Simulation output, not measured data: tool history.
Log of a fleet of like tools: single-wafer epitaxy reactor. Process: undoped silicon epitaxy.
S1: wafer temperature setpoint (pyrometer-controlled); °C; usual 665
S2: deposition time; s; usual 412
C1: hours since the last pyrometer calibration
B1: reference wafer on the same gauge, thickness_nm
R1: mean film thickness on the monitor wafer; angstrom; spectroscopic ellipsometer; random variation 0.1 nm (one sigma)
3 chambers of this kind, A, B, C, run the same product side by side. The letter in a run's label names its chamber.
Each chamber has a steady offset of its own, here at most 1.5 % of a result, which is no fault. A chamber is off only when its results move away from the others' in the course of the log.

{"run": "1A", "day": 0.167, "S1": 665, "S2": 412, "C1": 1338.0, "B1": 101.48, "R1": 948.94}
{"run": "2C", "day": 0.379, "S1": 665, "S2": 412, "C1": 1273.0, "B1": 101.45, "R1": 947.37}
{"run": "3B", "day": 0.538, "S1": 665, "S2": 412, "C1": 702.9, "B1": 101.46, "R1": 964.15}
{"run": "4C", "day": 0.696, "S1": 665, "S2": 412, "C1": 1280.6, "B1": 101.42, "R1": 949.51}
{"run": "5B", "day": 0.921, "S1": 665, "S2": 412, "C1": 712.1, "B1": 101.44, "R1": 962.53}
{"run": "6A", "day": 1.104, "S1": 665, "S2": 412, "C1": 1360.5, "B1": 101.42, "R1": 950.41}
{"run": "7B", "day": 1.267, "S1": 665, "S2": 412, "C1": 720.4, "B1": 101.37, "R1": 962.97}
{"run": "8A", "day": 1.483, "S1": 665, "S2": 412, "C1": 1369.6, "B1": 101.36, "R1": 949.58}
{"run": "9C", "day": 1.662, "S1": 665, "S2": 412, "C1": 1303.8, "B1": 101.33, "R1": 948.68}
{"run": "10C", "day": 1.833, "S1": 655, "S2": 461, "C1": 1307.9, "B1": 101.35, "R1": 858.6}
{"run": "11A", "day": 2.004, "S1": 655, "S2": 461, "C1": 1382.1, "B1": 101.33, "R1": 856.82}
{"run": "12B", "day": 2.212, "S1": 655, "S2": 461, "C1": 743.1, "B1": 101.32, "R1": 865.21}
{"run": "13C", "day": 2.408, "S1": 665, "S2": 412, "C1": 1321.7, "B1": 101.29, "R1": 948.16}
{"run": "14B", "day": 2.592, "S1": 665, "S2": 412, "C1": 752.2, "B1": 101.3, "R1": 961.84}
{"run": "15A", "day": 2.75, "S1": 665, "S2": 412, "C1": 1400.0, "B1": 101.28, "R1": 948.59}
{"run": "16B", "day": 2.896, "S1": 665, "S2": 412, "C1": 759.5, "B1": 101.25, "R1": 959.52}
{"run": "17C", "day": 3.042, "S1": 665, "S2": 412, "C1": 1336.9, "B1": 101.21, "R1": 947.35}
{"run": "18A", "day": 3.179, "S1": 665, "S2": 412, "C1": 1410.3, "B1": 101.24, "R1": 946.63}
{"run": "19A", "day": 3.279, "S1": 665, "S2": 412, "C1": 1412.7, "B1": 101.23, "R1": 948.91}
{"run": "20C", "day": 3.417, "S1": 665, "S2": 412, "C1": 1345.9, "B1": 101.23, "R1": 946.77}
{"run": "21B", "day": 3.525, "S1": 665, "S2": 412, "C1": 774.6, "B1": 101.21, "R1": 960.31}
{"run": "22B", "day": 3.708, "S1": 665, "S2": 412, "C1": 779.0, "B1": 101.2, "R1": 960.22}
{"run": "23C", "day": 3.933, "S1": 665, "S2": 412, "C1": 1358.3, "B1": 101.16, "R1": 946.73}
{"run": "24A", "day": 4.092, "S1": 665, "S2": 412, "C1": 1432.2, "B1": 101.15, "R1": 947.3}
{"run": "25A", "day": 4.262, "S1": 665, "S2": 412, "C1": 1436.3, "B1": 101.15, "R1": 945.81}
{"run": "26C", "day": 4.462, "S1": 665, "S2": 412, "C1": 1371.0, "B1": 101.16, "R1": 947.16}
{"run": "27B", "day": 4.679, "S1": 665, "S2": 412, "C1": 802.3, "B1": 101.13, "R1": 959.47}
{"run": "28B", "day": 4.867, "S1": 665, "S2": 412, "C1": 806.8, "B1": 101.09, "R1": 958.3}
{"run": "29A", "day": 4.967, "S1": 665, "S2": 412, "C1": 1453.2, "B1": 101.08, "R1": 945.99}
{"run": "30C", "day": 5.192, "S1": 665, "S2": 412, "C1": 1388.5, "B1": 101.07, "R1": 944.23}

What goes on in this fleet: one chamber off, a drifting gauge, or nothing beyond the chambers' own small offsets? Name the chamber and the cause, if any.

The gauge drifts, so all chambers seem to drift together. No chamber is off.
Cause: gauge reads low (%) = 0.436.

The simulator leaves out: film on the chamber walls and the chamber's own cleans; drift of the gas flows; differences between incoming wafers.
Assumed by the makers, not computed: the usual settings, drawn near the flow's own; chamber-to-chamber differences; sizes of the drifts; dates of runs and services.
